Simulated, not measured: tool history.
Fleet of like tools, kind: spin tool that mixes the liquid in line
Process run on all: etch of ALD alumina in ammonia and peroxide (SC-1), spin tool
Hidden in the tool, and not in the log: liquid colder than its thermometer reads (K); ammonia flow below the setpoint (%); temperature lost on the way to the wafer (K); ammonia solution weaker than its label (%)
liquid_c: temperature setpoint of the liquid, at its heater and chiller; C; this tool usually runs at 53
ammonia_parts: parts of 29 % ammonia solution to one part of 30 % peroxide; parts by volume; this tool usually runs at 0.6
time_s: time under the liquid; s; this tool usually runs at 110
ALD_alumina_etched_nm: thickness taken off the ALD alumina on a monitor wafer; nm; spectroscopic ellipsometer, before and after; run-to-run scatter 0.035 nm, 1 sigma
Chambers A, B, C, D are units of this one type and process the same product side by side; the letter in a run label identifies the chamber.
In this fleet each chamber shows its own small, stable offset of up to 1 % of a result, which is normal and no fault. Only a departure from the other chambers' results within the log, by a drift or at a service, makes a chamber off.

run,day,liquid_c,ammonia_parts,time_s,hours since the thermometer was replaced,hours since the ammonia flow meter was replaced,hours since the heated supply line was repaired,hours since the drum of ammonia solution was connected,"read-back film thickness of the ALD alumina reference wafer, read on the same gauge (nm)",ALD_alumina_etched_nm
1A,0.121,53,0.6,110,1149.6,397.9,1655.1,920.7,60.01,6.1167
2B,0.283,53,0.6,110,698.1,753.3,654.3,12.9,60.001,6.1
3C,0.429,53,0.6,110,326.5,196.2,52.3,265,59.998,6.208
4D,0.625,53,0.6,110,596.9,68.8,2365.6,307.5,59.979,6.1799
5D,0.846,53,0.6,110,602.2,74.1,2370.9,312.8,59.985,6.1729
6C,1.008,61,0.6,110,340.4,210.1,66.2,278.9,59.985,9.4294
7A,1.196,61,0.6,110,1175.4,423.7,1680.9,946.5,59.985,9.3333
8B,1.412,61,0.6,110,725.2,780.4,681.4,40,59.999,9.2301
9C,1.617,61,0.6,110,355,224.7,80.8,293.5,60.009,9.4101
10B,1.733,53,0.6,110,732.9,788.1,689.1,47.7,59.993,6.1864
11D,1.838,53,0.6,110,626,97.9,2394.7,336.6,60.011,6.2344
12A,2.05,53,0.6,110,1195.9,444.2,1701.4,967,60.025,6.1115
13B,2.188,53,0.6,110,743.8,799,700,58.6,59.999,6.0934
14C,2.317,53,0.6,110,371.8,241.5,97.6,310.3,60.002,6.1347
15D,2.429,53,0.6,110,640.2,112.1,2408.9,350.8,60.012,6.1902
16A,2.633,53,0.6,110,1209.9,458.2,1715.4,981,59.989,6.1189
# day 2.746: chamber A: ammonia flow meter replaced
17C,2.771,53,0.6,110,382.7,252.4,108.5,321.2,60.012,6.1784
18A,2.892,53,0.6,110,1216.1,3.6,1721.6,987.2,59.986,6.1935
19B,3.008,53,0.6,110,763.5,818.7,719.7,78.3,60.013,6.1791
# day 3.046: chamber A: new drum of ammonia solution connected
20D,3.204,53,0.6,110,658.8,130.7,2427.5,369.4,60.012,6.184
21A,3.325,53,0.6,110,1226.5,14,1732,6.7,60,6.2132
22D,3.504,53,0.6,110,666,137.9,2434.7,376.6,60.002,6.2033
23C,3.612,53,0.6,110,402.9,272.6,128.7,341.4,59.988,6.2467
24B,3.754,53,0.6,110,781.4,836.6,737.6,96.2,60.007,6.1043
25C,3.929,53,0.6,110,410.5,280.2,136.3,349,60.027,6.1607
26B,4.083,53,0.6,110,789.3,844.5,745.5,104.1,60.018,6.176
27D,4.192,53,0.6,110,682.5,154.4,2451.2,393.1,59.997,6.1706
28A,4.329,53,0.6,110,1250.6,38.1,1756.1,30.8,60.005,6.0904
29A,4.475,53,0.6,110,1254.1,41.6,1759.6,34.3,60.031,6.1454
30C,4.688,53,0.6,110,428.7,298.4,154.5,367.2,59.997,6.1796
31B,4.833,53,0.6,110,807.3,862.5,763.5,122.1,59.993,6.1515
32D,4.938,53,0.6,110,700.4,172.3,2469.1,411,59.997,6.2058
33B,5.1,53,0.6,110,813.7,868.9,769.9,128.5,59.999,6.1701
34A,5.229,53,0.6,110,1272.2,59.7,1777.7,52.4,59.996,6.1656
35D,5.425,53,0.6,110,712.1,184,2480.8,422.7,59.992,6.1925
36C,5.625,53,0.6,110,451.2,320.9,177,389.7,60.016,6.195
37D,5.804,53,0.6,110,721.2,193.1,2489.9,431.8,59.98,6.1066
38C,5.929,53,0.6,110,458.5,328.2,184.3,397,60.003,6.1657
39B,6.029,53,0.6,110,836,891.2,792.2,150.8,59.998,6.1442
40A,6.146,53,0.6,110,1294.2,81.7,1799.7,74.4,60.017,6.1352
41A,6.288,53,0.6,110,1297.6,85.1,1803.1,77.8,60.018,6.2009

All chambers now run identical settings, listed one chamber a line with results as question marks. What results will each chamber show?
42A,6.45,53,0.6,70,,,,,,?
42B,6.45,53,0.6,70,,,,,,?
42C,6.45,53,0.6,70,,,,,,?
42D,6.45,53,0.6,70,,,,,,?

run,ALD_alumina_etched_nm
42A,3.8981
42B,3.8975
42C,3.891
42D,3.9662
